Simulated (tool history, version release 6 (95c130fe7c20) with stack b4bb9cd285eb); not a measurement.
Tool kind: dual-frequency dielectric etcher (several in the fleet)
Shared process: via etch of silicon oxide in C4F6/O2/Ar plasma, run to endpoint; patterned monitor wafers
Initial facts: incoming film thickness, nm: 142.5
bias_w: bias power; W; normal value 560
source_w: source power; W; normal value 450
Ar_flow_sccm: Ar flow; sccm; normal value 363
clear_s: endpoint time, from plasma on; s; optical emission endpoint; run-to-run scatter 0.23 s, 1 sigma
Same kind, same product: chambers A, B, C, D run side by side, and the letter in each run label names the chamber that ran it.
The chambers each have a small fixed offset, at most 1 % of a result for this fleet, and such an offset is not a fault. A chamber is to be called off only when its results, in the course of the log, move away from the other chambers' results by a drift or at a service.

run	hour	bias_w	source_w	Ar_flow_sccm	clear_s
1A	6	560	450	363	29.873
2C	15.4	560	450	363	29.457
3D	22.5	560	450	363	29.737
4B	27.4	560	450	363	29.295
5D	32.8	560	450	363	29.877
6C	38.3	560	450	363	29.226
7B	45.6	560	450	363	29.564
8A	54.4	560	450	363	29.481
9A	60.1	560	450	363	29.747
10B	67.9	560	450	363	29.57
11D	73.1	560	450	363	29.722
12C	81.9	560	450	363	28.942
13A	87.1	560	450	363	29.755
14B	96.1	560	450	363	29.301
15C	104.6	560	450	363	28.729
16D	112.5	560	450	363	29.587
17A	117.5	560	450	363	29.456
18C	123.1	560	450	363	28.612
19B	128.4	490	450	363	30.826
20D	133.2	490	450	363	31.094
21B	141.8	490	450	363	31.394
22C	147.3	490	450	363	29.876
23D	152.8	560	450	300	29.31
24A	159.9	560	450	300	28.7
25D	164.2	560	450	300	29.196
26C	173.6	560	450	300	28.296
27B	182.7	560	450	363	29.519
28A	189.6	560	450	363	29.309
29C	194.2	560	450	363	28.365
30B	200.8	560	450	363	29.557
31A	207.1	560	450	363	29.507
32D	213.7	560	450	363	29.657
33C	217.8	560	450	363	28.359
34B	224.5	560	450	363	29.489
35A	232.6	669	450	298	27.217
36D	239.9	669	450	298	27.298
# hour 243.5: chamber C: source power generator calibrated
37B	245.5	669	450	298	26.712
38A	251.7	669	450	298	26.864
39C	257.6	560	450	363	28.234
40D	266.2	560	450	363	29.569
# hour 268.1: chamber D: bias power generator calibrated
41D	275.4	560	450	363	29.501

Next, all 4 chambers run the settings below, one line each with question marks for the results. What does each chamber give?
42A	282.3	560	450	277	?
42B	282.3	560	450	277	?
42C	282.3	560	450	277	?
42D	282.3	560	450	277	?

run	clear_s
42A	29.096
42B	28.444
42C	27.005
42D	28.613

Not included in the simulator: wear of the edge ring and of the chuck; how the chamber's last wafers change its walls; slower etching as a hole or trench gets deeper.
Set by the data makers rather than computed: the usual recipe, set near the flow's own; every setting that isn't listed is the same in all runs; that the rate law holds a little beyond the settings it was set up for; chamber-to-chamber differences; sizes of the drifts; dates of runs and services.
